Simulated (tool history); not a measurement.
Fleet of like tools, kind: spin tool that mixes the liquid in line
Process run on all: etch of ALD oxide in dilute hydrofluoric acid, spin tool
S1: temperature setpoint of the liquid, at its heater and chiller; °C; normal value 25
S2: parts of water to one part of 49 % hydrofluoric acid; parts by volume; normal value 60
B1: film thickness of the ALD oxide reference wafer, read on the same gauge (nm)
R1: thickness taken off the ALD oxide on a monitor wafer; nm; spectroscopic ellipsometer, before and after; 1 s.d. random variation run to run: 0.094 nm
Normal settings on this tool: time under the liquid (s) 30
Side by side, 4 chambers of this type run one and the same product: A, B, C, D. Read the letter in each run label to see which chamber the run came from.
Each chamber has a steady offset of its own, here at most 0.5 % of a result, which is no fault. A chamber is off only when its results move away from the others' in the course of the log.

run 1B day=0.358 | S1=25 S2=60 time_under_the_liquid_(s)=30 | B1=69.995 | R1=11.325
run 2D day=0.717 | S1=25 S2=60 time_under_the_liquid_(s)=30 | B1=70.009 | R1=11.099
run 3A day=1.079 | S1=25 S2=60 time_under_the_liquid_(s)=30 | B1=70.003 | R1=11.233
run 4C day=1.354 | S1=25 S2=60 time_under_the_liquid_(s)=30 | B1=69.968 | R1=11.191
run 5D day=1.704 | S1=29.5 S2=60 time_under_the_liquid_(s)=30 | B1=69.934 | R1=13.383
run 6A day=1.996 | S1=29.5 S2=60 time_under_the_liquid_(s)=30 | B1=69.966 | R1=13.388
run 7C day=2.292 | S1=29.5 S2=60 time_under_the_liquid_(s)=30 | B1=69.989 | R1=13.484
run 8B day=2.712 | S1=29.5 S2=60 time_under_the_liquid_(s)=30 | B1=69.998 | R1=13.301
run 9D day=3 | S1=25 S2=40 time_under_the_liquid_(s)=30 | B1=69.987 | R1=17.163
run 10C day=3.304 | S1=25 S2=40 time_under_the_liquid_(s)=30 | B1=69.97 | R1=16.988
run 11A day=3.604 | S1=25 S2=40 time_under_the_liquid_(s)=30 | B1=69.972 | R1=16.898
run 12B day=3.883 | S1=25 S2=40 time_under_the_liquid_(s)=30 | B1=69.993 | R1=17.145
run 13A day=4.167 | S1=25 S2=60 time_under_the_liquid_(s)=30 | B1=69.976 | R1=11.15
run 14D day=4.446 | S1=25 S2=60 time_under_the_liquid_(s)=30 | B1=69.96 | R1=11.143
run 15B day=4.75 | S1=25 S2=60 time_under_the_liquid_(s)=30 | B1=69.985 | R1=11.395
run 16C day=4.975 | S1=29 S2=60 time_under_the_liquid_(s)=30 | B1=69.963 | R1=13.408
run 17B day=5.342 | S1=29 S2=60 time_under_the_liquid_(s)=30 | B1=70.012 | R1=13.132
run 18A day=5.575 | S1=29 S2=60 time_under_the_liquid_(s)=30 | B1=69.966 | R1=13.383
run 19D day=5.783 | S1=29 S2=60 time_under_the_liquid_(s)=30 | B1=70.04 | R1=13.01
run 20C day=6.142 | S1=25 S2=60 time_under_the_liquid_(s)=30 | B1=69.978 | R1=11.43
run 21B day=6.542 | S1=25 S2=75 time_under_the_liquid_(s)=30 | B1=70.009 | R1=8.6677
run 22A day=6.738 | S1=25 S2=75 time_under_the_liquid_(s)=30 | B1=69.946 | R1=8.894
run 23D day=7.112 | S1=25 S2=75 time_under_the_liquid_(s)=30 | B1=70 | R1=8.89
run 24C day=7.35 | S1=25 S2=75 time_under_the_liquid_(s)=30 | B1=70.033 | R1=9.0051
run 25B day=7.721 | S1=25 S2=70 time_under_the_liquid_(s)=40 | B1=70.066 | R1=12.518
run 26A day=7.996 | S1=25 S2=70 time_under_the_liquid_(s)=40 | B1=69.978 | R1=12.797
run 27D day=8.183 | S1=25 S2=70 time_under_the_liquid_(s)=40 | B1=69.988 | R1=12.598
run 28C day=8.442 | S1=25 S2=70 time_under_the_liquid_(s)=40 | B1=69.999 | R1=13.463
run 29A day=8.821 | S1=25 S2=60 time_under_the_liquid_(s)=30 | B1=69.997 | R1=11.272
run 30B day=9.129 | S1=25 S2=60 time_under_the_liquid_(s)=30 | B1=69.954 | R1=11.258
-- day=9.133 chamber B: hydrofluoric acid flow meter replaced
run 31C day=9.4 | S1=25 S2=60 time_under_the_liquid_(s)=30 | B1=69.964 | R1=11.856
run 32D day=9.596 | S1=25 S2=60 time_under_the_liquid_(s)=30 | B1=70.041 | R1=11.188
run 33C day=9.858 | S1=25 S2=60 time_under_the_liquid_(s)=30 | B1=69.99 | R1=11.937
run 34D day=10.054 | S1=25 S2=60 time_under_the_liquid_(s)=30 | B1=69.966 | R1=11.242
run 35B day=10.446 | S1=27.5 S2=60 time_under_the_liquid_(s)=15 | B1=70.027 | R1=6.1128
run 36A day=10.875 | S1=27.5 S2=60 time_under_the_liquid_(s)=15 | B1=70.018 | R1=6.2563
run 37A day=11.254 | S1=27.5 S2=60 time_under_the_liquid_(s)=15 | B1=70.003 | R1=6.1903
run 38C day=11.488 | S1=27.5 S2=60 time_under_the_liquid_(s)=15 | B1=70.026 | R1=6.773
run 39B day=11.738 | S1=25 S2=60 time_under_the_liquid_(s)=30 | B1=69.952 | R1=11.23
run 40D day=12.075 | S1=25 S2=60 time_under_the_liquid_(s)=30 | B1=70.027 | R1=11.269
run 41D day=12.262 | S1=25 S2=60 time_under_the_liquid_(s)=30 | B1=70.007 | R1=11.212
run 42B day=12.679 | S1=25 S2=60 time_under_the_liquid_(s)=30 | B1=70.054 | R1=11.17

One chamber off, gauge drift, or nothing amiss beyond the chambers' own small offsets? If it is a chamber, which one, and what is the likeliest cause?

One chamber, C, drifts off from the rest bit by bit.
Likeliest cause: hydrofluoric acid flow above the setpoint (%) = 10.7.
With only this log, it may be confused with: liquid hotter than its thermometer reads (K).

Which of the 4 candidates below, each the usual settings with something changed and its results left as question marks, puts chamber C back in line with what the other chambers give on the usual settings?
Allowed miss from the other chambers' usual-settings mean, per result, to count as in line: R1 0.33 nm
run 43C-1 day=12.992 | S1=30 S2=60 time_under_the_liquid_(s)=30 | R1=?
run 43C-2 day=12.992 | S1=25.5 S2=55 time_under_the_liquid_(s)=30 | R1=?
run 43C-3 day=12.992 | S1=20 S2=60 time_under_the_liquid_(s)=30 | R1=?
run 43C-4 day=12.992 | S1=22.5 S2=60 time_under_the_liquid_(s)=30 | R1=?

Mean of the other chambers on the usual settings: R1 11.231 nm
run=43C-1 R1=15.312
run=43C-2 R1=14.043
run=43C-3 R1=10.21
run=43C-4 R1=11.333
The right change is 43C-4: it brings the chamber back within the allowed miss of the others.
